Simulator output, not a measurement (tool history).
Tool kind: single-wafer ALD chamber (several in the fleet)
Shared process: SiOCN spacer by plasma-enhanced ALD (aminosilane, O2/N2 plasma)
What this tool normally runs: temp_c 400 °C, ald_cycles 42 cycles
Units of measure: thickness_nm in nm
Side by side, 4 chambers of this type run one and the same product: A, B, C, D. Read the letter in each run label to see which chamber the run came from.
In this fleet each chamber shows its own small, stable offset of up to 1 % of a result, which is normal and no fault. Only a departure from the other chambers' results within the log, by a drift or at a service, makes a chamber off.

| run | hour | temp_c | ald_cycles | read-back reference wafer on the same gauge, thickness_nm | thickness_nm |
|---|---|---|---|---|---|
| 1A | 11.8 | 400 | 42 | 2.0703 | 2.5408 |
| 2D | 24.7 | 400 | 42 | 2.07 | 2.529 |
| 3B | 31.4 | 400 | 42 | 2.0692 | 2.5498 |
| 4C | 45.3 | 400 | 42 | 2.0681 | 2.543 |
| 5B | 52.2 | 400 | 42 | 2.0674 | 2.549 |
| 6A | 62.5 | 400 | 42 | 2.0682 | 2.5415 |
| 7C | 71.3 | 400 | 42 | 2.0672 | 2.5418 |
| 8D | 82.3 | 400 | 42 | 2.0665 | 2.5351 |
| 9A | 89.5 | 400 | 36 | 2.0657 | 2.1827 |
| 10C | 98.4 | 400 | 36 | 2.0659 | 2.1765 |
| 11B | 112.7 | 400 | 36 | 2.0655 | 2.1879 |
| 12D | 125.3 | 400 | 36 | 2.0642 | 2.1596 |
| 13A | 140.3 | 400 | 42 | 2.0633 | 2.5422 |
| 14C | 147.1 | 400 | 42 | 2.064 | 2.5339 |
| 15D | 161.3 | 400 | 42 | 2.0643 | 2.5246 |
| 16B | 174.5 | 400 | 42 | 2.0632 | 2.5481 |
| 17A | 183.1 | 400 | 42 | 2.0627 | 2.5388 |
| 18B | 192.8 | 400 | 42 | 2.0629 | 2.5549 |
| 19C | 205.3 | 400 | 42 | 2.0612 | 2.5288 |
| 20D | 214.9 | 400 | 42 | 2.0604 | 2.5265 |
| 21B | 228 | 400 | 42 | 2.0611 | 2.5355 |
| 22D | 240 | 400 | 42 | 2.0607 | 2.5222 |
| 23C | 247.7 | 400 | 42 | 2.0601 | 2.5311 |
| 24A | 262.1 | 400 | 42 | 2.0593 | 2.5275 |
| 25B | 270.7 | 400 | 42 | 2.0593 | 2.541 |
| 26A | 283.7 | 400 | 42 | 2.0576 | 2.5367 |
| 27D | 294.3 | 400 | 42 | 2.0586 | 2.5179 |
| 28C | 305.4 | 400 | 42 | 2.0578 | 2.5341 |
| 29B | 316.8 | 400 | 42 | 2.0571 | 2.532 |
| 30A | 331.5 | 395 | 47 | 2.0564 | 2.8333 |
| 31C | 342.8 | 395 | 47 | 2.0563 | 2.8318 |
| 32D | 351.7 | 395 | 47 | 2.0571 | 2.8102 |
| 33A | 364.5 | 395 | 47 | 2.0547 | 2.8347 |

Next, every chamber runs the same settings. What will each give?
| 34A | 375.2 | 400 | 34 |  | ? |
| 34B | 375.2 | 400 | 34 |  | ? |
| 34C | 375.2 | 400 | 34 |  | ? |
| 34D | 375.2 | 400 | 34 |  | ? |

| run | thickness_nm |
|---|---|
| 34A | 2.0508 |
| 34B | 2.0511 |
| 34C | 2.0387 |
| 34D | 2.0328 |
